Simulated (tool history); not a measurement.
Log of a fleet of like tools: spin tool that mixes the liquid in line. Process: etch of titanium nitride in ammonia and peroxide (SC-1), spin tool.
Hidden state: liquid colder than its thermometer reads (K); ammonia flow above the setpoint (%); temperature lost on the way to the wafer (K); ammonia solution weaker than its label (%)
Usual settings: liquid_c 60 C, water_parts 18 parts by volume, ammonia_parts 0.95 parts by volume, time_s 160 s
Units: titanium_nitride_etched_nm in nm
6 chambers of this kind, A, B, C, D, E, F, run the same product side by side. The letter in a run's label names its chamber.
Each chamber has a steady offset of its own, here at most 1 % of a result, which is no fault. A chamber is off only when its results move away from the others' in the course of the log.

| run | hour | liquid_c | water_parts | ammonia_parts | time_s | hours since the thermometer was replaced | hours since the ammonia flow meter was replaced | hours since the heated supply line was repaired | hours since the drum of ammonia solution was connected | read-back film thickness of the titanium nitride reference wafer, read on the same gauge (nm) | titanium_nitride_etched_nm |
|---|---|---|---|---|---|---|---|---|---|---|---|
| 1D | 11.9 | 60 | 18 | 0.95 | 160 | 132.2 | 140.2 | 233.7 | 48.3 | 150.02 | 13.939 |
| 2E | 26.7 | 60 | 18 | 0.95 | 160 | 232.2 | 150.7 | 461.7 | 706.3 | 150 | 13.889 |
| 3A | 37.7 | 60 | 18 | 0.95 | 160 | 982.5 | 229.5 | 724.9 | 795.4 | 149.99 | 13.842 |
| 4C | 50.7 | 60 | 18 | 0.95 | 160 | 454 | 178.8 | 897 | 416.5 | 150.01 | 13.749 |
| 5F | 61.9 | 60 | 18 | 0.95 | 160 | 1248 | 161.4 | 1528.3 | 301.4 | 149.99 | 14.046 |
|  | 63.3 | chamber F: thermometer replaced |
| 6B | 75.9 | 60 | 18 | 0.95 | 160 | 1803.4 | 135.9 | 1919.9 | 258 | 150.01 | 14.028 |
|  | 78.1 | chamber B: heated supply line repaired |
| 7C | 86.5 | 60 | 18 | 0.95 | 160 | 489.8 | 214.6 | 932.8 | 452.3 | 149.97 | 13.767 |
| 8E | 97.6 | 60 | 18 | 0.95 | 220 | 303.1 | 221.6 | 532.6 | 777.2 | 149.98 | 19.123 |
|  | 102.7 | chamber F: new drum of ammonia solution connected |
| 9D | 104.6 | 60 | 18 | 0.95 | 220 | 224.9 | 232.9 | 326.4 | 141 | 150.02 | 19.244 |
|  | 105 | chamber E: new drum of ammonia solution connected |
| 10F | 112 | 60 | 18 | 0.95 | 220 | 48.7 | 211.5 | 1578.4 | 9.3 | 150.01 | 19.234 |
| 11A | 126.9 | 60 | 18 | 0.95 | 220 | 1071.7 | 318.7 | 814.1 | 884.6 | 150.01 | 18.812 |
| 12B | 135.8 | 60 | 18 | 0.95 | 220 | 1863.3 | 195.8 | 57.8 | 317.9 | 150.02 | 19.051 |
|  | 138 | chamber F: heated supply line repaired |
| 13D | 150.3 | 60 | 18 | 0.95 | 220 | 270.6 | 278.6 | 372.1 | 186.7 | 150.01 | 18.997 |
| 14C | 157.2 | 60 | 18 | 0.95 | 160 | 560.5 | 285.3 | 1003.5 | 523 | 149.95 | 13.775 |
| 15F | 171.4 | 60 | 18 | 0.95 | 160 | 108.1 | 270.9 | 33.5 | 68.7 | 149.97 | 14.02 |
| 16B | 185.1 | 60 | 18 | 0.95 | 160 | 1912.6 | 245.1 | 107.1 | 367.2 | 150.03 | 14.124 |
| 17E | 195.6 | 60 | 18 | 0.95 | 160 | 401.1 | 319.6 | 630.6 | 90.7 | 150.01 | 13.826 |
|  | 197.6 | chamber A: new drum of ammonia solution connected |
| 18A | 207.3 | 60 | 18 | 0.95 | 160 | 1152.1 | 399.1 | 894.5 | 9.7 | 150.02 | 13.93 |
| 19C | 219.5 | 60 | 18 | 0.95 | 105 | 622.8 | 347.6 | 1065.8 | 585.3 | 150.02 | 9.1875 |
| 20A | 233.1 | 60 | 18 | 0.95 | 105 | 1177.9 | 424.9 | 920.3 | 35.5 | 150.02 | 9.1224 |
| 21D | 243.8 | 60 | 18 | 0.95 | 105 | 364.1 | 372.1 | 465.6 | 280.2 | 149.99 | 9.1415 |
| 22B | 255.4 | 60 | 18 | 0.95 | 105 | 1982.9 | 315.4 | 177.4 | 437.5 | 149.99 | 9.1114 |
| 23E | 265.8 | 60 | 18 | 0.95 | 105 | 471.3 | 389.8 | 700.8 | 160.9 | 150.05 | 9.0361 |
| 24F | 273.4 | 60 | 18 | 0.95 | 105 | 210.1 | 372.9 | 135.5 | 170.7 | 149.96 | 9.2384 |
|  | 273.5 | chamber E: heated supply line repaired |
| 25E | 283.1 | 60 | 18 | 0.95 | 160 | 488.6 | 407.1 | 9.7 | 178.2 | 149.99 | 14.041 |
| 26B | 290.8 | 60 | 18 | 0.95 | 160 | 2018.3 | 350.8 | 212.8 | 472.9 | 149.98 | 13.887 |
| 27F | 301.6 | 60 | 18 | 0.95 | 160 | 238.3 | 401.1 | 163.7 | 198.9 | 150.01 | 14.107 |
| 28C | 313.6 | 60 | 18 | 0.95 | 160 | 716.9 | 441.7 | 1159.9 | 679.4 | 149.98 | 13.88 |
| 29A | 326 | 60 | 18 | 0.95 | 160 | 1270.8 | 517.8 | 1013.2 | 128.4 | 150 | 13.887 |
| 30D | 333.2 | 60 | 18 | 0.95 | 160 | 453.5 | 461.5 | 555 | 369.6 | 149.98 | 13.839 |
| 31C | 341 | 60 | 18 | 0.95 | 160 | 744.3 | 469.1 | 1187.3 | 706.8 | 149.97 | 14.009 |
| 32E | 355 | 60 | 18 | 0.95 | 160 | 560.5 | 479 | 81.6 | 250.1 | 150.02 | 13.883 |
| 33B | 363.4 | 60 | 18 | 0.95 | 160 | 2090.9 | 423.4 | 285.4 | 545.5 | 150 | 13.736 |
| 34A | 378.3 | 64 | 18 | 0.95 | 190 | 1323.1 | 570.1 | 1065.5 | 180.7 | 150.01 | 21.628 |
|  | 384.8 | chamber A: thermometer replaced |
|  | 386.6 | chamber C: ammonia flow meter replaced |
| 35F | 390.3 | 64 | 18 | 0.95 | 190 | 327 | 489.8 | 252.4 | 287.6 | 149.99 | 21.657 |
| 36D | 398.7 | 64 | 18 | 0.95 | 190 | 519 | 527 | 620.5 | 435.1 | 150.01 | 21.574 |
| 37D | 406.2 | 64 | 18 | 0.95 | 190 | 526.5 | 534.5 | 628 | 442.6 | 150.01 | 21.471 |
| 38C | 416.9 | 64 | 18 | 0.95 | 190 | 820.2 | 30.4 | 1263.2 | 782.7 | 149.98 | 21.417 |
| 39A | 430.3 | 64 | 18 | 0.95 | 190 | 45.6 | 622.1 | 1117.5 | 232.7 | 150.03 | 21.286 |

Next, every chamber runs the same settings. What will each give?
| 40A | 441.2 | 60 | 23.5 | 0.95 | 160 |  |  |  |  |  | ? |
| 40B | 441.2 | 60 | 23.5 | 0.95 | 160 |  |  |  |  |  | ? |
| 40C | 441.2 | 60 | 23.5 | 0.95 | 160 |  |  |  |  |  | ? |
| 40D | 441.2 | 60 | 23.5 | 0.95 | 160 |  |  |  |  |  | ? |
| 40E | 441.2 | 60 | 23.5 | 0.95 | 160 |  |  |  |  |  | ? |
| 40F | 441.2 | 60 | 23.5 | 0.95 | 160 |  |  |  |  |  | ? |

| run | titanium_nitride_etched_nm |
|---|---|
| 40A | 12.164 |
| 40B | 11.921 |
| 40C | 12.154 |
| 40D | 11.909 |
| 40E | 11.98 |
| 40F | 11.965 |
